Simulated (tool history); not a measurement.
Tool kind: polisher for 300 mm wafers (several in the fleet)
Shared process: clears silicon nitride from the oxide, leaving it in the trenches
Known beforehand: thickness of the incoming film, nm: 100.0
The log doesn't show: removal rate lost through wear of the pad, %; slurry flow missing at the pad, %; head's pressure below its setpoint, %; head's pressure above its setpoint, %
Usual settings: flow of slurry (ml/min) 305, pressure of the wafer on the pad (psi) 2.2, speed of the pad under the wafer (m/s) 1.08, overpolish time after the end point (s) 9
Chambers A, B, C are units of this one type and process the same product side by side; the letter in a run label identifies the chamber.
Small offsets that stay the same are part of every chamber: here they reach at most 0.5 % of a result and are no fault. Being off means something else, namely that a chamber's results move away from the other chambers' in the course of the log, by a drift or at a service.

run,hour,flow of slurry (ml/min),pressure of the wafer on the pad (psi),speed of the pad under the wafer (m/s),overpolish time after the end point (s),wafers polished on this pad,hours since the slurry nozzle was cleaned,hours since the head pressure was calibrated,time until the end point was called (s)
# hour 3: chamber A: head pressure recalibrated
1A,5.5,305,2.2,1.08,9,681,279.9,2.5,134.66
# hour 10.5: chamber A: worn pad replaced by a new one
2C,13.2,305,2.2,1.08,9,117,312.5,594.3,136.96
3B,17.7,305,2.2,1.08,9,728,266.3,103.5,136.13
4C,25.4,305,2.2,1.08,9,219,324.7,606.5,130.77
5A,30.4,305,2.2,1.08,9,167,304.8,27.4,135.87
6B,36,305,2.2,1.08,9,882,284.6,121.8,137.6
7C,43.2,305,2.2,1.08,9,368,342.5,624.3,134.07
8B,48.5,305,2.2,1.08,9,986,297.1,134.3,135.91
9A,53.1,305,2.2,1.08,9,357,327.5,50.1,135.07
10B,58.9,305,2.2,1.08,9,1073,307.5,144.7,133.97
11C,66.6,305,2.2,1.08,9,564,365.9,647.7,133.77
12A,73.3,305,2.2,1.08,9,526,347.7,70.3,133.26
13A,77.5,305,2.2,1.08,9,562,351.9,74.5,137.06
# hour 82: chamber C: worn pad replaced by a new one
14C,82.2,305,2.2,1.08,9,2,381.5,663.3,133.44
15B,86.6,305,2.2,1.08,9,1305,335.2,172.4,134.97
# hour 87.9: chamber B: worn pad replaced by a new one
16C,94,305,2.2,1.08,9,101,393.3,675.1,134.42
# hour 94.9: chamber A: worn pad replaced by a new one
17B,100.8,305,2.2,1.08,9,108,349.4,186.6,132.78
18A,109.2,305,2.2,1.08,9,119,383.6,106.2,135.14
19C,113.6,305,2.2,1.08,9,265,412.9,694.7,131.19
20A,119.4,305,2.2,1.08,9,205,393.8,116.4,131.13
21B,126,305,2.2,1.08,9,319,374.6,211.8,135.63
22B,129.8,305,2.2,1.08,9,351,378.4,215.6,133.55
23C,135.8,305,2.2,1.08,9,451,435.1,716.9,125.24
24A,142.8,305,2.2,1.08,9,401,417.2,139.8,131.97
25A,149.4,305,1.6,0.88,9,456,423.8,146.4,222
26B,155.4,305,1.6,0.88,9,566,404,241.2,226.97
27C,160.3,305,1.6,0.88,9,656,459.6,741.4,214.08
28A,167.9,305,2.2,1.08,9,611,442.3,164.9,135.03
29B,175,305,2.2,1.08,9,730,423.6,260.8,134.79
30C,178.9,305,2.2,1.08,9,812,478.2,760,124.96
# hour 182.1: chamber C: worn pad replaced by a new one
31C,186.7,305,2.2,1.08,9,38,486,767.8,119.47

Is one chamber out of step, is the gauge drifting, or do the chambers differ by no more than their own small offsets? For an off chamber, give its letter and the likeliest cause.

Little by little, chamber C moves away from the other chambers.
Cause: head's pressure above its setpoint, % = 11.

Which of the 4 candidates below, each the usual settings with something changed and its results left as question marks, puts chamber C back in line with what the other chambers give on the usual settings?
In line here means within this much of the mean the other chambers give on the usual settings: time until the end point was called (s) 6.3
32C-1,192.9,305,2.3,1.14,9,,,,?
32C-2,192.9,305,2.2,1.06,9,,,,?
32C-3,192.9,305,2.1,1.02,9,,,,?
32C-4,192.9,375,2.2,1.08,9,,,,?

Other chambers, usual settings, mean: time until the end point was called (s) 134.79
run,time until the end point was called (s)
32C-1,110.57
32C-2,124.47
32C-3,135.6
32C-4,120.13
The answer is 32C-3, which returns the chamber to within the allowed miss of the others.
